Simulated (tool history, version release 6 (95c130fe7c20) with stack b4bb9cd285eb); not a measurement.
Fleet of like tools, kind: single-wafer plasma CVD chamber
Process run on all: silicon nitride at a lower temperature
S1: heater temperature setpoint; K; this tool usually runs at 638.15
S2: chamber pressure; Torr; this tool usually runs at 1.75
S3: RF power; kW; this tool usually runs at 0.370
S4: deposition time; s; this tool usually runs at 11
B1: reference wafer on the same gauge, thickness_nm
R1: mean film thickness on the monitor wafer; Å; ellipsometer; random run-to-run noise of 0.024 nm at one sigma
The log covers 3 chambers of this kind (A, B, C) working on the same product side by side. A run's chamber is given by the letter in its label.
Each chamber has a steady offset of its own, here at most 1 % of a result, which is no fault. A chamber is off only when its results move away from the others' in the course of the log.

run,hour,S1,S2,S3,S4,B1,R1
1A,6.1,638.15,1.75,0.370,11,16.901,150.92
2C,12.9,638.15,1.75,0.370,11,16.891,150.67
3B,23.9,638.15,1.75,0.370,11,16.893,152.30
4A,32.3,638.15,1.75,0.370,11,16.881,151.26
5B,37.9,638.15,1.75,0.370,11,16.892,152.16
6C,43.0,638.15,1.75,0.370,11,16.875,150.25
7A,50.3,638.15,1.75,0.370,11,16.877,151.05
8B,58.8,638.15,1.75,0.370,11,16.881,152.37
9C,65.1,638.15,1.75,0.370,11,16.870,150.06
10C,71.2,638.15,1.75,0.370,11,16.869,150.40
11B,78.2,638.15,1.75,0.370,11,16.872,151.65
12A,83.1,638.15,1.75,0.370,11,16.863,151.08
13A,92.3,638.15,1.75,0.370,11,16.862,150.87
14B,97.8,638.15,1.75,0.370,11,16.851,151.60
# hour 104.8: chamber B: capacitance manometer re-zeroed and calibrated
15C,106.4,638.15,1.75,0.370,11,16.851,149.84
16A,114.6,638.15,1.75,0.370,11,16.845,150.89
17B,123.8,638.15,1.75,0.370,11,16.845,151.25
18C,130.3,638.15,2.09,0.370,11,16.844,157.09
19C,136.3,638.15,2.09,0.370,11,16.841,157.28
20A,144.4,638.15,2.09,0.370,11,16.830,158.28
21B,150.7,638.15,1.75,0.370,11,16.827,151.04
22C,158.4,638.15,1.75,0.370,11,16.828,150.40
23A,169.4,638.15,1.75,0.370,11,16.826,150.69
24B,178.8,638.15,1.75,0.370,11,16.821,150.99
# hour 182.3: chamber C: thermocouple changed; heater temperature recalibrated
25A,187.8,638.15,1.75,0.370,11,16.813,150.64
26C,198.4,638.15,1.75,0.370,11,16.816,149.69
27B,206.9,638.15,1.75,0.370,11,16.806,151.11
28A,215.1,638.15,1.75,0.370,11,16.805,150.26
29B,225.1,638.15,1.75,0.370,11,16.800,151.49
30C,230.5,638.15,1.75,0.370,11,16.794,149.69
31C,237.4,638.15,1.75,0.370,11,16.792,149.73

Is one chamber off against the others, does the gauge drift, or is nothing wrong? If a chamber is off, say which, and what the likeliest cause is.

The shared gauge is drifting. All chambers look as if they move in step, but none is off.
Most likely cause: gauge reads low (%) = 0.645.
